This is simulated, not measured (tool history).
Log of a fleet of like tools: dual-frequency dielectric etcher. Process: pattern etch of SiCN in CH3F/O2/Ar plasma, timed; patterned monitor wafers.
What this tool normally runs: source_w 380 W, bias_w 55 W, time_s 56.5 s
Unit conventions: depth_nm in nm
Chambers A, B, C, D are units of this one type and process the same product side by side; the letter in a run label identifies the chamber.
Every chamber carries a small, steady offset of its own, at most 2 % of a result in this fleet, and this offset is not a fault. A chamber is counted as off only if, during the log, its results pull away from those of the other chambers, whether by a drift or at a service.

run	hour	source_w	bias_w	time_s	read-back reference wafer on the same gauge, depth_nm	depth_nm
1A	11.3	380	55	56.5	15.207	19.401
2B	17.9	380	55	56.5	15.203	18.986
3C	25.1	380	55	56.5	15.199	18.682
4D	37.4	380	55	56.5	15.197	18.94
5C	50.3	380	55	56.5	15.21	18.71
6B	57	380	55	56.5	15.198	19.155
7D	64	380	55	56.5	15.193	18.877
8A	71	380	55	56.5	15.213	19.129
9A	79.4	380	55	56.5	15.189	19.26
10D	86.1	380	55	56.5	15.207	18.868
11B	91.8	380	55	56.5	15.209	18.997
12C	101.4	380	55	56.5	15.181	18.734
13A	108.3	380	55	56.5	15.201	19.336
14C	118	380	55	56.5	15.21	18.818
15B	127.7	380	55	56.5	15.216	18.92
16D	140.4	380	55	56.5	15.208	18.894
17B	153	380	55	56.5	15.202	19.033
# hour 157.3: chamber A: wet clean of the chamber
18D	160.9	380	55	56.5	15.199	18.898
19C	171.1	380	55	56.5	15.199	18.77
20A	179.5	380	55	56.5	15.191	19.328
# hour 191.4: chamber C: wet clean of the chamber
21B	192.3	380	55	56.5	15.21	18.922
22D	199.1	380	55	56.5	15.195	19.015
23C	204.8	380	55	56.5	15.209	18.829
24A	214.2	380	55	56.5	15.196	19.2
25C	222.9	380	55	56.5	15.208	18.642
26D	235.1	380	55	56.5	15.207	18.765
27A	245	380	55	56.5	15.196	19.341
28B	252.8	380	55	56.5	15.216	18.943
29A	262.6	380	55	56.5	15.208	19.378
30C	270.4	290	60	56.5	15.203	17.378
31B	279.8	290	60	56.5	15.196	17.677
32D	290.9	290	60	56.5	15.208	17.608
33C	298.9	290	60	56.5	15.193	17.454
34A	304.9	290	69	56.5	15.202	18.847
35D	313.7	290	69	56.5	15.216	18.431
# hour 319: chamber B: wet clean of the chamber
36B	326.8	290	69	56.5	15.192	18.528
37D	333.9	290	69	56.5	15.222	18.525
38B	340.9	450	49	56.5	15.198	19.43
39A	349.6	450	49	56.5	15.191	19.848
40C	358.3	450	49	56.5	15.186	19.243
41D	366.8	450	49	56.5	15.198	19.479
42C	374.5	380	55	56.5	15.204	18.803

Has any chamber moved away from the others, gradually or after a service, or does the common gauge drift, or do the chambers differ only by their own small steady offsets? State the chamber and the most likely cause if one applies.

Beyond each chamber's small constant offset nothing stands out, and the gauge stays steady.
